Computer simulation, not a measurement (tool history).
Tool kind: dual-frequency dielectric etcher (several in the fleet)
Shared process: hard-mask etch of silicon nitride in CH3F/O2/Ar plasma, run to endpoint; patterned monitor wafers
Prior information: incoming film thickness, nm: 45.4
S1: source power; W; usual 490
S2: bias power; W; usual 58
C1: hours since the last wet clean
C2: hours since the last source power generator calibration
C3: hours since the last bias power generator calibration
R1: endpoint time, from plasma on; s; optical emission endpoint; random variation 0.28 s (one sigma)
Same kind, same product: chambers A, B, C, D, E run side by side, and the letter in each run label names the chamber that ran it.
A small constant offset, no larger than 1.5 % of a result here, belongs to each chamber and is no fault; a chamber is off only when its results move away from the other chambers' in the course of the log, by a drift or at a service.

Run 1B, hour 7.7: usual settings; C1 351.3; C2 426.9; C3 1971.5. Result: R1 65.287 s.
Run 2D, hour 15.0: usual settings; C1 120.1; C2 3550.2; C3 954.8. Result: R1 65.395 s.
Run 3C, hour 22.2: usual settings; C1 455.1; C2 314.9; C3 1750.2. Result: R1 65.997 s.
Run 4A, hour 27.5: usual settings; C1 317.4; C2 1058.1; C3 983.9. Result: R1 65.033 s.
At hour 34.1: chamber C: wet clean of the chamber.
Run 5E, hour 35.3: usual settings; C1 407.5; C2 1263.0; C3 558.1. Result: R1 65.902 s.
Run 6E, hour 43.8: usual settings but S2 48 W; C1 416.0; C2 1271.5; C3 566.6. Result: R1 69.374 s.
Run 7D, hour 49.0: usual settings but S2 48 W; C1 154.1; C2 3584.2; C3 988.8. Result: R1 69.022 s.
Run 8B, hour 53.9: usual settings but S2 48 W; C1 397.5; C2 473.1; C3 2017.7. Result: R1 69.670 s.
Run 9C, hour 62.6: usual settings but S2 48 W; C1 28.5; C2 355.3; C3 1790.6. Result: R1 69.494 s.
Run 10A, hour 67.1: usual settings but S2 48 W; C1 357.0; C2 1097.7; C3 1023.5. Result: R1 68.745 s.
Run 11D, hour 72.4: usual settings; C1 177.5; C2 3607.6; C3 1012.2. Result: R1 64.316 s.
Run 12E, hour 76.8: usual settings; C1 449.0; C2 1304.5; C3 599.6. Result: R1 65.157 s.
Run 13C, hour 82.9: usual settings; C1 48.8; C2 375.6; C3 1810.9. Result: R1 66.149 s.
Run 14B, hour 90.7: usual settings; C1 434.3; C2 509.9; C3 2054.5. Result: R1 65.157 s.
Run 15A, hour 98.2: usual settings; C1 388.1; C2 1128.8; C3 1054.6. Result: R1 65.571 s.
Run 16B, hour 105.2: usual settings; C1 448.8; C2 524.4; C3 2069.0. Result: R1 65.001 s.
At hour 106.3: chamber B: wet clean of the chamber.
Run 17E, hour 112.4: usual settings but S1 430 W, S2 47 W; C1 484.6; C2 1340.1; C3 635.2. Result: R1 73.319 s.
Run 18D, hour 121.5: usual settings but S1 430 W, S2 47 W; C1 226.6; C2 3656.7; C3 1061.3. Result: R1 72.788 s.
Run 19A, hour 126.0: usual settings but S1 430 W, S2 47 W; C1 415.9; C2 1156.6; C3 1082.4. Result: R1 74.262 s.
Run 20C, hour 133.2: usual settings but S1 430 W, S2 47 W; C1 99.1; C2 425.9; C3 1861.2. Result: R1 74.494 s.
Run 21D, hour 140.0: usual settings but S1 430 W, S2 47 W; C1 245.1; C2 3675.2; C3 1079.8. Result: R1 72.514 s.
Run 22A, hour 145.5: usual settings; C1 435.4; C2 1176.1; C3 1101.9. Result: R1 65.372 s.
Run 23B, hour 153.2: usual settings; C1 46.9; C2 572.4; C3 2117.0. Result: R1 65.253 s.
Run 24C, hour 161.4: usual settings; C1 127.3; C2 454.1; C3 1889.4. Result: R1 65.748 s.
Run 25E, hour 167.0: usual settings; C1 539.2; C2 1394.7; C3 689.8. Result: R1 65.333 s.
At hour 172.8: chamber C: bias power generator calibrated.
Run 26C, hour 174.8: usual settings; C1 140.7; C2 467.5; C3 2.0. Result: R1 65.832 s.
Run 27B, hour 181.7: usual settings; C1 75.4; C2 600.9; C3 2145.5. Result: R1 65.177 s.
Run 28D, hour 186.9: usual settings; C1 292.0; C2 3722.1; C3 1126.7. Result: R1 64.693 s.
Run 29E, hour 191.7: usual settings but S1 410 W, S2 53 W; C1 563.9; C2 1419.4; C3 714.5. Result: R1 72.274 s.
Run 30A, hour 199.4: usual settings but S1 410 W, S2 53 W; C1 489.3; C2 1230.0; C3 1155.8. Result: R1 73.320 s.
Run 31E, hour 205.9: usual settings but S1 410 W, S2 53 W; C1 578.1; C2 1433.6; C3 728.7. Result: R1 72.860 s.
Run 32B, hour 210.5: usual settings but S1 410 W, S2 53 W; C1 104.2; C2 629.7; C3 2174.3. Result: R1 71.277 s.
Run 33C, hour 217.5: usual settings but S1 410 W, S2 53 W; C1 183.4; C2 510.2; C3 44.7. Result: R1 73.353 s.
Run 34A, hour 226.6: usual settings; C1 516.5; C2 1257.2; C3 1183.0. Result: R1 66.458 s.
Run 35D, hour 235.4: usual settings but S1 400 W, S2 69 W; C1 340.5; C2 3770.6; C3 1175.2. Result: R1 66.736 s.
At hour 244.6: chamber E: wet clean of the chamber.
Run 36D, hour 244.9: usual settings but S1 400 W, S2 69 W; C1 350.0; C2 3780.1; C3 1184.7. Result: R1 65.624 s.
Run 37A, hour 254.4: usual settings but S1 400 W, S2 69 W; C1 544.3; C2 1285.0; C3 1210.8. Result: R1 68.353 s.
Run 38B, hour 263.1: usual settings but S1 400 W, S2 69 W; C1 156.8; C2 682.3; C3 2226.9. Result: R1 66.850 s.
Run 39C, hour 271.4: usual settings but S1 400 W, S2 69 W; C1 237.3; C2 564.1; C3 98.6. Result: R1 67.474 s.
Run 40E, hour 276.0: usual settings; C1 31.4; C2 1503.7; C3 798.8. Result: R1 65.091 s.
Run 41A, hour 285.4: usual settings; C1 575.3; C2 1316.0; C3 1241.8. Result: R1 67.450 s.
Run 42D, hour 290.7: usual settings; C1 395.8; C2 3825.9; C3 1230.5. Result: R1 64.468 s.
Run 43E, hour 299.9: usual settings; C1 55.3; C2 1527.6; C3 822.7. Result: R1 65.067 s.
Run 44B, hour 305.7: usual settings; C1 199.4; C2 724.9; C3 2269.5. Result: R1 65.379 s.

Which is it: a chamber that has drifted or been left off by a service, a gauge drift common to all chambers, or only each chamber's usual small offset? If a chamber is off, name it and its likeliest cause.

Little by little, chamber A moves away from the other chambers.
Likeliest cause: etch rate under this chamber's usual, % = 4.28.

Chamber A could run next with any of the 4 candidate recipes listed below; each alters the usual settings, and their results appear as question marks. Which one brings its results back in line with what the other chambers deliver on the usual settings?
Counts as in line when no further than this from what the other chambers average on the usual settings: R1 1.000 s
Run 45A-1, hour 312.8: usual settings but S1 540 W, S2 62 W. Result: R1 ?.
Run 45A-2, hour 312.8: usual settings but S1 470 W, S2 56 W. Result: R1 ?.
Run 45A-3, hour 312.8: usual settings but S1 440 W, S2 54 W. Result: R1 ?.
Run 45A-4, hour 312.8: usual settings but S1 530 W. Result: R1 ?.

Average result of the remaining chambers running the usual settings: R1 65.371 s
  run      R1
45A-1  63.649
45A-2  69.385
45A-3  72.012
45A-4  65.483
45A-4 brings the chamber back in line.
